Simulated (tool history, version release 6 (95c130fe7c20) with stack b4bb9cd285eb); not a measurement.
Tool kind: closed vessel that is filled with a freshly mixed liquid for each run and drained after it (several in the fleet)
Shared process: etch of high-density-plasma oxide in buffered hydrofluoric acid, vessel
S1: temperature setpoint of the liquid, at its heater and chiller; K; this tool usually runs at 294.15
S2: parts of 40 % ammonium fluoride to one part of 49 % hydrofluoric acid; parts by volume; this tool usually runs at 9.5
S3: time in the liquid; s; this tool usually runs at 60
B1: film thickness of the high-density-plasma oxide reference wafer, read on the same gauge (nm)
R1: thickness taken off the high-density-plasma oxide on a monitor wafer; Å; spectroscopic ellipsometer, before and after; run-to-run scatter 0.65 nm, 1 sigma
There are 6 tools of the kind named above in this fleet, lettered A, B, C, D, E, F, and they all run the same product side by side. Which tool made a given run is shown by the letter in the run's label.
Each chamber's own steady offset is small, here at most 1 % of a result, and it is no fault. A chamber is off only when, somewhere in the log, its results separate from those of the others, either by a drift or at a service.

Run 1A, day 0.196: usual settings; B1 59.967. Result: R1 659.3 Å.
Run 2B, day 0.512: usual settings; B1 59.994. Result: R1 649.89 Å.
Run 3F, day 0.842: usual settings; B1 60.014. Result: R1 651.83 Å.
Run 4E, day 1.083: usual settings; B1 59.996. Result: R1 656.4 Å.
Run 5C, day 1.454: usual settings; B1 59.988. Result: R1 658.36 Å.
Run 6D, day 1.85: usual settings but S2 13 parts by volume; B1 59.946. Result: R1 487.48 Å.
Run 7D, day 2.054: usual settings but S2 13 parts by volume; B1 59.995. Result: R1 488.63 Å.
Run 8E, day 2.262: usual settings but S2 13 parts by volume; B1 60.013. Result: R1 491.66 Å.
Run 9B, day 2.529: usual settings but S2 13 parts by volume; B1 59.996. Result: R1 483.13 Å.
Run 10F, day 2.725: usual settings but S2 13 parts by volume; B1 59.997. Result: R1 491.5 Å.
At day 3.008: chamber D: hydrofluoric acid flow meter replaced.
Run 11C, day 3.012: usual settings but S2 13 parts by volume; B1 60.012. Result: R1 485.8 Å.
Run 12A, day 3.392: usual settings; B1 60.035. Result: R1 663.4 Å.
Run 13A, day 3.671: usual settings; B1 59.987. Result: R1 648.42 Å.
At day 3.704: chamber F: hydrofluoric acid flow meter replaced.
Run 14B, day 4.071: usual settings but S1 291.65 K, S3 30 s; B1 59.973. Result: R1 276.45 Å.
Run 15C, day 4.467: usual settings but S1 291.65 K, S3 30 s; B1 59.971. Result: R1 281.89 Å.
Run 16F, day 4.717: usual settings but S1 291.65 K, S3 30 s; B1 60.013. Result: R1 286.92 Å.
Run 17E, day 4.925: usual settings but S1 291.65 K, S3 30 s; B1 60.025. Result: R1 285.1 Å.
At day 5.125: chamber A: hydrofluoric acid flow meter replaced.
Run 18D, day 5.229: usual settings but S1 291.65 K, S3 30 s; B1 60.024. Result: R1 284.75 Å.
Run 19E, day 5.612: usual settings but S1 291.65 K, S3 30 s; B1 59.965. Result: R1 288.53 Å.
Run 20C, day 5.8: usual settings; B1 60.018. Result: R1 634.56 Å.
Run 21D, day 6.008: usual settings; B1 60.017. Result: R1 643.31 Å.
At day 6.033: chamber B: hydrofluoric acid flow meter replaced.
Run 22F, day 6.221: usual settings but S3 90 s; B1 59.993. Result: R1 981.26 Å.
Run 23A, day 6.517: usual settings but S3 90 s; B1 60.024. Result: R1 984.6 Å.
Run 24B, day 6.712: usual settings but S3 90 s; B1 59.985. Result: R1 980.25 Å.
Run 25E, day 6.971: usual settings but S3 90 s; B1 60.007. Result: R1 976.21 Å.
Run 26B, day 7.217: usual settings but S3 90 s; B1 60.019. Result: R1 968.91 Å.
Run 27C, day 7.492: usual settings but S3 90 s; B1 60.042. Result: R1 921.47 Å.
Run 28D, day 7.858: usual settings; B1 60.022. Result: R1 656.87 Å.
Run 29A, day 8.054: usual settings; B1 60.017. Result: R1 662.97 Å.
Run 30F, day 8.25: usual settings; B1 60.04. Result: R1 675.26 Å.
Run 31F, day 8.642: usual settings; B1 60.004. Result: R1 654.37 Å.
Run 32D, day 8.875: usual settings; B1 59.985. Result: R1 642.66 Å.
Run 33B, day 9.092: usual settings; B1 59.961. Result: R1 646.04 Å.
Run 34E, day 9.317: usual settings; B1 60.004. Result: R1 662.94 Å.
Run 35C, day 9.717: usual settings; B1 59.959. Result: R1 604.72 Å.
Run 36A, day 10.071: usual settings; B1 59.996. Result: R1 657 Å.
Run 37A, day 10.375: usual settings; B1 60.004. Result: R1 658.75 Å.
Run 38D, day 10.6: usual settings but S1 297.15 K, S3 40 s; B1 59.922. Result: R1 501.95 Å.

Predict what each chamber gives when all 6 of them run the settings below next.
Run 39A, day 10.896: usual settings but S3 90 s. Result: R1 ?.
Run 39B, day 10.896: usual settings but S3 90 s. Result: R1 ?.
Run 39C, day 10.896: usual settings but S3 90 s. Result: R1 ?.
Run 39D, day 10.896: usual settings but S3 90 s. Result: R1 ?.
Run 39E, day 10.896: usual settings but S3 90 s. Result: R1 ?.
Run 39F, day 10.896: usual settings but S3 90 s. Result: R1 ?.

run      R1
39A  970.23
39B   969.4
39C  909.05
39D  963.52
39E  982.59
39F  990.22

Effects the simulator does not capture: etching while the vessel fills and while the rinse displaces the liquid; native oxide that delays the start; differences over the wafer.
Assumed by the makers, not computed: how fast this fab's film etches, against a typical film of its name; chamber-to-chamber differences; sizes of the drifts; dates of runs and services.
